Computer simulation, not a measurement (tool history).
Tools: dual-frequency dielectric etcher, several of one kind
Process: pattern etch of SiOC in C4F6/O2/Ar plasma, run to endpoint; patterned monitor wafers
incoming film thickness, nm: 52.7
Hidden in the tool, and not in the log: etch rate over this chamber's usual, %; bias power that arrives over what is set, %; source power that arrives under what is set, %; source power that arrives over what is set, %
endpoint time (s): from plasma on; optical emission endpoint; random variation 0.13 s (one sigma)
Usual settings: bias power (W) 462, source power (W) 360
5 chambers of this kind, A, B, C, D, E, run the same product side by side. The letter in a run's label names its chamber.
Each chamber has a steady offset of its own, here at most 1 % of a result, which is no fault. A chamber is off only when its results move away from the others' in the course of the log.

run,hour,bias power (W),source power (W),hours since the last wet clean,hours since the last bias power generator calibration,hours since the last source power generator calibration,endpoint time (s)
1E,5.9,462,360,41.7,1871.9,958.7,18.931
2D,16.5,462,360,124.1,869.0,348.6,19.202
3B,26.3,462,360,237.5,3000.5,2388.9,19.146
# hour 30.9: chamber C: wet clean of the chamber
4A,34.2,462,360,346.4,987.8,2445.8,18.832
5C,44.4,549,310,13.5,2180.5,2008.0,18.733
6D,52.8,549,310,160.4,905.3,384.9,18.793
7B,60.5,549,310,271.7,3034.7,2423.1,18.889
8A,71.5,549,310,383.7,1025.1,2483.1,18.640
9E,80.5,549,310,116.3,1946.5,1033.3,18.916
10C,89.3,462,360,58.4,2225.4,2052.9,19.057
11B,99.4,462,360,310.6,3073.6,2462.0,18.931
12E,104.3,462,360,140.1,1970.3,1057.1,19.192
13A,109.3,462,360,421.5,1062.9,2520.9,19.011
14D,117.4,462,360,225.0,969.9,449.5,19.089
15C,128.4,462,360,97.5,2264.5,2092.0,18.854
# hour 132.6: chamber A: wet clean of the chamber
16C,137.7,462,360,106.8,2273.8,2101.3,19.120
17A,146.7,462,360,14.2,1100.3,2558.3,18.757
18E,152.2,462,360,188.0,2018.2,1105.0,18.927
19B,157.7,462,360,368.9,3131.9,2520.3,18.863
20D,163.7,462,360,271.3,1016.2,495.8,18.942
21D,172.7,462,360,280.3,1025.2,504.8,18.969
22B,181.6,462,360,392.8,3155.8,2544.2,18.782
23C,190.2,364,410,159.3,2326.3,2153.8,20.208
24A,198.4,364,410,65.9,1152.0,2610.0,19.587
25E,205.6,364,410,241.4,2071.6,1158.4,19.823
26A,212.1,364,410,79.6,1165.7,2623.7,19.698
27D,222.5,364,410,330.1,1075.0,554.6,19.842
28C,231.1,462,360,200.2,2367.2,2194.7,19.020
29B,240.0,462,360,451.2,3214.2,2602.6,18.385
30E,249.1,462,360,284.9,2115.1,1201.9,18.992
31C,258.3,462,360,227.4,2394.4,2221.9,18.798
32B,265.9,462,360,477.1,3240.1,2628.5,18.280
33D,276.3,462,360,383.9,1128.8,608.4,18.887
34A,286.7,462,360,154.2,1240.3,2698.3,18.871
35E,295.6,462,360,331.4,2161.6,1248.4,19.026
36B,300.4,462,360,511.6,3274.6,2663.0,18.012
37E,306.3,462,360,342.1,2172.3,1259.1,19.077
# hour 312.5: chamber D: wet clean of the chamber
38D,315.5,462,360,3.0,1168.0,647.6,18.953
39C,320.5,462,360,289.6,2456.6,2284.1,19.180

What goes on in this fleet: one chamber off, a drifting gauge, or nothing beyond the chambers' own small offsets? Name the chamber and the cause, if any.

Chamber B drifts away from the others.
Cause: etch rate over this chamber's usual, % = 4.67.

Here are 4 candidates for chamber B's next run, each the usual settings with a change, their results left as question marks. Which one brings its results back in line with what the others give on the usual settings?
In line means no further than this from the other chambers' mean on the usual settings: endpoint time (s) 0.470
40B-1,328.5,407,360,,,,?
40B-2,328.5,517,400,,,,?
40B-3,328.5,489,380,,,,?
40B-4,328.5,407,320,,,,?

The other chambers' mean on the usual settings: endpoint time (s) 19.033
run,endpoint time (s)
40B-1,19.073
40B-2,16.803
40B-3,17.483
40B-4,19.935
40B-1 brings the chamber back in line.
